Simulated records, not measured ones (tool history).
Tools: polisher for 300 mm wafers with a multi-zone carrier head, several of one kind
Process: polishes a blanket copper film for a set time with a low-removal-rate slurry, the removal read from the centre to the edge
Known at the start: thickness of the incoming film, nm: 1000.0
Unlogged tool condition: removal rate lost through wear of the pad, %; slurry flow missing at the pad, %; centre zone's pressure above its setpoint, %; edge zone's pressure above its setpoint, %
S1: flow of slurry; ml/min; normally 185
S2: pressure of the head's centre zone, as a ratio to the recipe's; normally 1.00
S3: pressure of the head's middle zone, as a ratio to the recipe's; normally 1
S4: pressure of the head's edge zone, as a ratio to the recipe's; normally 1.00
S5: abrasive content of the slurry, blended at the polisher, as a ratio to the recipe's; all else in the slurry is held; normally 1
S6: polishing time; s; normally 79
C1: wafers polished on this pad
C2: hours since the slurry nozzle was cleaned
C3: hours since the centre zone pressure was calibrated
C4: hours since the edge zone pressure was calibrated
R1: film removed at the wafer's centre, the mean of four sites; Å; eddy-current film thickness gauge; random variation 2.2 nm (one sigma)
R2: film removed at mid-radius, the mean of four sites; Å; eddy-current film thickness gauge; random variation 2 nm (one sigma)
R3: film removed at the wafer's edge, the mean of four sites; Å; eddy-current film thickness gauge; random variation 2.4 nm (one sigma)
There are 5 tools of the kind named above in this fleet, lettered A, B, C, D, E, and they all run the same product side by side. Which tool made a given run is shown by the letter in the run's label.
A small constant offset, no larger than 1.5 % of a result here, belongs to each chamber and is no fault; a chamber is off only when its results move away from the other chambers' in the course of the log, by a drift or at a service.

run	day	S1	S2	S3	S4	S5	S6	C1	C2	C3	C4	R1	R2	R3
1B	0.154	185	1.00	1	1.00	1	79	81	68.2	139.0	1003.5	1747.4	1727.4	1706.4
2D	0.267	185	1.00	1	1.00	1	79	527	519.8	68.4	559.4	1740.6	1723.1	1739.2
3A	0.408	185	1.00	1	1.00	1	79	367	392.7	190.5	407.4	1745.8	1743.2	1755.5
4C	0.558	185	1.00	1	1.00	1	79	235	452.1	553.3	282.9	1734.0	1745.4	1676.0
# day 0.650: chamber C: edge zone pressure recalibrated
5E	0.779	185	1.00	1	1.00	1	79	620	51.2	202.7	1126.0	1708.5	1726.9	1708.7
6B	1.000	245	1.00	1	1.06	1	79	237	88.5	159.3	1023.8	1823.3	1814.8	1817.4
7D	1.121	245	1.00	1	1.06	1	79	684	540.3	88.9	579.9	1871.0	1827.8	1824.9
8A	1.221	245	1.00	1	1.06	1	79	517	412.2	210.0	426.9	1809.8	1786.1	1871.8
9C	1.358	245	1.00	1	1.06	1	79	382	471.3	572.5	17.1	1810.9	1835.4	1834.3
10E	1.500	245	1.00	1	1.06	1	79	753	68.5	220.0	1143.3	1825.2	1829.2	1776.8
11B	1.683	185	1.00	1	1.00	1	79	363	104.9	175.7	1040.2	1757.6	1740.3	1687.2
12D	1.912	185	0.93	1	1.00	1	79	830	559.3	107.9	598.9	1631.7	1767.9	1687.9
# day 1.962: chamber E: worn pad replaced by a new one
13C	2.092	185	0.93	1	1.00	1	79	518	488.9	590.1	34.7	1597.2	1750.7	1722.7
# day 2.196: chamber D: worn pad replaced by a new one
14A	2.279	185	0.93	1	1.00	1	79	712	437.6	235.4	452.3	1607.3	1750.5	1720.2
15E	2.425	185	0.93	1	1.00	1	79	85	90.7	242.2	1165.5	1611.4	1748.2	1764.1
16B	2.567	185	0.93	1	1.00	1	79	526	126.1	196.9	1061.4	1600.8	1691.5	1683.0
17C	2.671	185	1.00	1	1.00	1	79	625	502.8	604.0	48.6	1728.1	1726.2	1705.5
18A	2.875	185	1.00	1	1.00	1	79	822	451.9	249.7	466.6	1710.3	1727.9	1751.6
19D	3.079	185	1.00	1	1.00	1	79	163	587.3	135.9	626.9	1697.4	1717.8	1727.1
20E	3.246	185	1.00	1	1.00	1	79	236	110.4	261.9	1185.2	1753.7	1759.3	1736.2
21C	3.429	185	1.00	1	1.00	1	79	765	521.0	622.2	66.8	1754.0	1717.7	1690.2
# day 3.500: chamber C: worn pad replaced by a new one
22E	3.625	185	1.00	1	1.00	1	79	306	119.5	271.0	1194.3	1695.1	1749.7	1724.5
23D	3.733	185	1.00	1	1.00	1	79	284	603.0	151.6	642.6	1712.0	1710.8	1788.8
# day 3.792: chamber A: edge zone pressure recalibrated
24B	3.929	185	1.00	1	1.00	1	79	778	158.8	229.6	1094.1	1747.5	1740.1	1752.3
25A	4.100	185	1.00	1	1.00	1	79	1049	481.3	279.1	7.5	1746.8	1762.7	1729.3
26D	4.254	185	1.00	1	1.00	1	79	380	615.5	164.1	655.1	1733.5	1737.7	1726.7
# day 4.392: chamber C: slurry nozzle cleaned
27B	4.421	185	1.00	1	1.00	1	79	869	170.6	241.4	1105.9	1756.7	1736.8	1754.6
# day 4.438: chamber A: slurry nozzle cleaned
28C	4.588	185	1.00	1	1.00	1	79	201	4.7	650.0	94.6	1749.8	1753.9	1728.9
29E	4.783	185	1.00	1	1.00	1	79	520	147.3	298.8	1222.1	1745.8	1742.7	1695.7
30A	4.975	185	1.00	1	1.00	1	79	1210	12.9	300.1	28.5	1764.4	1723.2	1742.1
31E	5.079	185	1.00	1	1.00	1	79	575	154.4	305.9	1229.2	1748.7	1786.6	1711.3
# day 5.108: chamber B: slurry nozzle cleaned
# day 5.162: chamber A: worn pad replaced by a new one
32C	5.212	185	1.00	1	1.00	1	79	316	19.7	665.0	109.6	1730.2	1741.8	1736.5
33B	5.312	185	1.07	1	1.00	1	79	1033	4.9	262.8	1127.3	1831.8	1755.0	1722.4
34D	5.446	185	1.07	1	1.00	1	79	600	644.1	192.7	683.7	1824.9	1769.7	1716.2
35A	5.658	185	1.07	1	1.00	1	79	91	29.3	316.5	44.9	1845.8	1698.3	1705.7
36D	5.888	185	1.07	1	1.00	1	79	682	654.7	203.3	694.3	1880.0	1720.1	1762.2
37A	6.062	185	1.07	1	1.00	1	79	166	39.0	326.2	54.6	1802.3	1721.7	1765.5
38C	6.183	220	1.00	1	0.95	1	79	495	43.0	688.3	132.9	1788.2	1736.2	1681.3

For the next run the whole fleet of 5 chambers uses the same settings. Give each chamber's results:
39A	6.346	185	1.00	1	1.00	1	79					?	?	?
39B	6.346	185	1.00	1	1.00	1	79					?	?	?
39C	6.346	185	1.00	1	1.00	1	79					?	?	?
39D	6.346	185	1.00	1	1.00	1	79					?	?	?
39E	6.346	185	1.00	1	1.00	1	79					?	?	?

run	R1	R2	R3
39A	1726.6	1754.0	1762.3
39B	1740.7	1728.0	1726.1
39C	1725.0	1796.6	1746.3
39D	1748.2	1791.2	1701.8
39E	1730.5	1776.5	1723.1
